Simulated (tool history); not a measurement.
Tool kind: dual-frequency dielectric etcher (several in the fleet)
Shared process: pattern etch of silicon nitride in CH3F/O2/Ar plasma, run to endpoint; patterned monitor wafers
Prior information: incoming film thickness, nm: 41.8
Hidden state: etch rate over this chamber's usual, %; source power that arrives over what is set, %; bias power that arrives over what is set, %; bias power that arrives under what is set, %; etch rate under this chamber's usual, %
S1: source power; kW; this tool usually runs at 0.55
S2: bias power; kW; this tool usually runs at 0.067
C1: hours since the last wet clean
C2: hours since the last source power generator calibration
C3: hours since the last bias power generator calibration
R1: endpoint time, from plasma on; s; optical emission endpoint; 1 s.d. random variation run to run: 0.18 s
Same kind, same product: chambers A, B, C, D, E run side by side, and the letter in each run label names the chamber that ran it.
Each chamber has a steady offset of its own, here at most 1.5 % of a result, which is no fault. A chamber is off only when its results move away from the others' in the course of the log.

run,hour,S1,S2,C1,C2,C3,R1
1E,7.4,0.55,0.067,206.5,35.2,1682.4,55.848
2D,13.5,0.55,0.067,53.3,569.8,866.9,55.095
3A,23.1,0.55,0.067,59.2,2516.8,1322,54.126
4C,27.7,0.55,0.067,178.7,528,686.2,54.33
5B,34.1,0.6,0.054,436.5,1576.2,121,56.7
6D,44.2,0.6,0.054,84,600.5,897.6,56.664
7E,53.2,0.6,0.054,252.3,81,1728.2,57.686
# hour 54.4: chamber B: wet clean of the chamber
8C,61.8,0.6,0.054,212.8,562.1,720.3,56.316
9A,66.6,0.6,0.054,102.7,2560.3,1365.5,56.442
10B,73.8,0.55,0.067,19.4,1615.9,160.7,54.449
11C,83.6,0.55,0.067,234.6,583.9,742.1,54.566
12E,92.2,0.48,0.067,291.3,120,1767.2,59.203
13A,101.6,0.48,0.067,137.7,2595.3,1400.5,57.097
14B,111.9,0.48,0.067,57.5,1654,198.8,57.318
15D,117.1,0.48,0.067,156.9,673.4,970.5,57.794
16B,122.6,0.48,0.067,68.2,1664.7,209.5,57.441
17A,132.3,0.55,0.067,168.4,2626,1431.2,54.084
18E,137.3,0.55,0.067,336.4,165.1,1812.3,56.381
# hour 140.2: chamber E: bias power generator calibrated
19C,142,0.55,0.067,293,642.3,800.5,54.711
20D,151.1,0.41,0.067,190.9,707.4,1004.5,61.523
21D,155.6,0.41,0.067,195.4,711.9,1009,61.681
22C,165.4,0.41,0.067,316.4,665.7,823.9,61.52
23B,175.4,0.41,0.067,121,1717.5,262.3,60.963
24E,180.1,0.41,0.067,379.2,207.9,40,63.34
25A,188.9,0.67,0.061,225,2682.6,1487.8,51.952
26D,196.1,0.67,0.061,235.9,752.4,1049.5,52.218
27A,206,0.67,0.061,242.1,2699.7,1504.9,51.637
28C,211.3,0.67,0.061,362.3,711.6,869.8,52.171
29E,220.6,0.67,0.061,419.7,248.4,80.5,54.605
30B,225.3,0.55,0.067,170.9,1767.4,312.2,54.522
31D,234.7,0.55,0.067,274.5,791,1088.1,54.86
32B,243.9,0.55,0.067,189.5,1786,330.8,54.25

Next, every chamber runs the same settings. What will each give?
33A,251.2,0.55,0.067,,,,?
33B,251.2,0.55,0.067,,,,?
33C,251.2,0.55,0.067,,,,?
33D,251.2,0.55,0.067,,,,?
33E,251.2,0.55,0.067,,,,?

run,R1
33A,54.021
33B,54.574
33C,54.55
33D,54.877
33E,57.356
